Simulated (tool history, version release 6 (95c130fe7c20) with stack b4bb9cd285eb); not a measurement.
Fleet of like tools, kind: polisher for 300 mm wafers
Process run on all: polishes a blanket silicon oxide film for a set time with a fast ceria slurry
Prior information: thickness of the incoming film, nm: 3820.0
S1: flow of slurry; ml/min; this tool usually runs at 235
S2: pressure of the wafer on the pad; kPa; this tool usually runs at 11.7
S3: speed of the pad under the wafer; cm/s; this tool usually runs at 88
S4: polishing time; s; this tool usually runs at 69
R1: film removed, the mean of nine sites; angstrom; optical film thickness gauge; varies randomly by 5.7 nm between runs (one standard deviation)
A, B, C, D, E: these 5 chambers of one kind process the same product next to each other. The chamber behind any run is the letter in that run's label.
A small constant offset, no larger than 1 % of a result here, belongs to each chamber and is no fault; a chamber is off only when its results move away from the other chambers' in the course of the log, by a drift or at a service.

| run | day | S1 | S2 | S3 | S4 | R1 |
|---|---|---|---|---|---|---|
| 1C | 0.196 | 235 | 11.7 | 88 | 69 | 6599.7 |
| 2E | 0.346 | 235 | 11.7 | 88 | 69 | 6662.9 |
|  | 0.358 | chamber A: worn pad replaced by a new one |
| 3A | 0.521 | 235 | 11.7 | 88 | 69 | 6647.7 |
|  | 0.638 | chamber A: slurry nozzle cleaned |
| 4D | 0.738 | 235 | 11.7 | 88 | 69 | 6465.2 |
| 5B | 0.929 | 235 | 11.7 | 88 | 69 | 6621.4 |
| 6B | 1.133 | 235 | 11.7 | 88 | 69 | 6613.4 |
| 7A | 1.375 | 235 | 11.7 | 88 | 69 | 6566.3 |
| 8C | 1.629 | 235 | 11.7 | 88 | 69 | 6594.8 |
| 9D | 1.904 | 235 | 11.7 | 88 | 69 | 6536.4 |
|  | 1.938 | chamber D: worn pad replaced by a new one |
| 10E | 2.121 | 235 | 11.7 | 88 | 77 | 7338.1 |
| 11D | 2.296 | 235 | 11.7 | 88 | 77 | 7341.5 |
|  | 2.529 | chamber C: worn pad replaced by a new one |
| 12C | 2.567 | 235 | 11.7 | 88 | 77 | 7539.9 |
| 13A | 2.708 | 235 | 11.7 | 88 | 77 | 7464.4 |
| 14E | 2.967 | 235 | 11.7 | 88 | 77 | 7205.1 |
| 15B | 3.229 | 235 | 11.7 | 88 | 69 | 6687.4 |
|  | 3.362 | chamber B: worn pad replaced by a new one |
| 16E | 3.392 | 235 | 11.7 | 106 | 69 | 7838.7 |
| 17A | 3.55 | 235 | 11.7 | 106 | 69 | 8053.4 |
|  | 3.592 | chamber B: slurry nozzle cleaned |
| 18B | 3.712 | 235 | 11.7 | 106 | 69 | 8075.9 |
| 19D | 4.008 | 235 | 11.7 | 106 | 69 | 7902.8 |
| 20C | 4.142 | 235 | 11.7 | 106 | 69 | 7977.8 |
| 21B | 4.421 | 235 | 11.7 | 88 | 69 | 6672.8 |
| 22C | 4.554 | 235 | 11.7 | 88 | 69 | 6675.6 |
|  | 4.662 | chamber C: slurry nozzle cleaned |
| 23D | 4.812 | 235 | 11.7 | 88 | 69 | 6585.9 |
|  | 5.029 | chamber A: worn pad replaced by a new one |
| 24E | 5.083 | 235 | 11.7 | 88 | 69 | 6297.7 |
| 25A | 5.275 | 235 | 11.7 | 88 | 69 | 6538.8 |
|  | 5.471 | chamber C: worn pad replaced by a new one |
| 26B | 5.517 | 235 | 11.7 | 88 | 69 | 6696.4 |
| 27C | 5.804 | 235 | 11.7 | 88 | 69 | 6585.3 |
| 28A | 6.017 | 235 | 11.7 | 88 | 69 | 6681.4 |
| 29E | 6.229 | 235 | 11.7 | 88 | 69 | 6134 |
|  | 6.45 | chamber D: worn pad replaced by a new one |
| 30D | 6.483 | 235 | 11.7 | 88 | 69 | 6662.4 |
| 31D | 6.671 | 235 | 11.7 | 88 | 69 | 6622.8 |
| 32A | 6.938 | 235 | 11.7 | 88 | 69 | 6638.1 |
| 33B | 7.158 | 235 | 11.7 | 88 | 69 | 6684.9 |
| 34C | 7.329 | 235 | 11.7 | 88 | 69 | 6609.6 |
| 35E | 7.588 | 235 | 11.7 | 88 | 69 | 6157.1 |
| 36C | 7.725 | 235 | 11.7 | 88 | 69 | 6618.8 |

Does one chamber stand apart from the rest, does the shared gauge drift, or is all well apart from small per-chamber offsets? Give the chamber and the most likely cause, where there is one.

Chamber E drifts away from the others.
Cause: removal rate lost through wear of the pad, % = 9.29.
With only this log, it may be confused with: head's pressure below its setpoint, %.

Chamber E could run next with any of the 4 candidate recipes listed below; each alters the usual settings, and their results appear as question marks. Which one brings its results back in line with what the other chambers deliver on the usual settings?
Maximum distance from the other chambers' mean on the usual settings for a result to count as in line: R1 200 angstrom
| 37E-1 | 7.938 | 235 | 12.4 | 92 | 73 | ? |
| 37E-2 | 7.938 | 240 | 11.7 | 88 | 76 | ? |
| 37E-3 | 7.938 | 235 | 11 | 84 | 69 | ? |
| 37E-4 | 7.938 | 235 | 11 | 84 | 66 | ? |

Average result of the remaining chambers running the usual settings: R1 6634.2 angstrom
| run | R1 |
|---|---|
| 37E-1 | 7077.9 |
| 37E-2 | 6674.8 |
| 37E-3 | 5432.6 |
| 37E-4 | 5196.4 |
Change 37E-2 lands the chamber within the allowed miss of the other chambers.
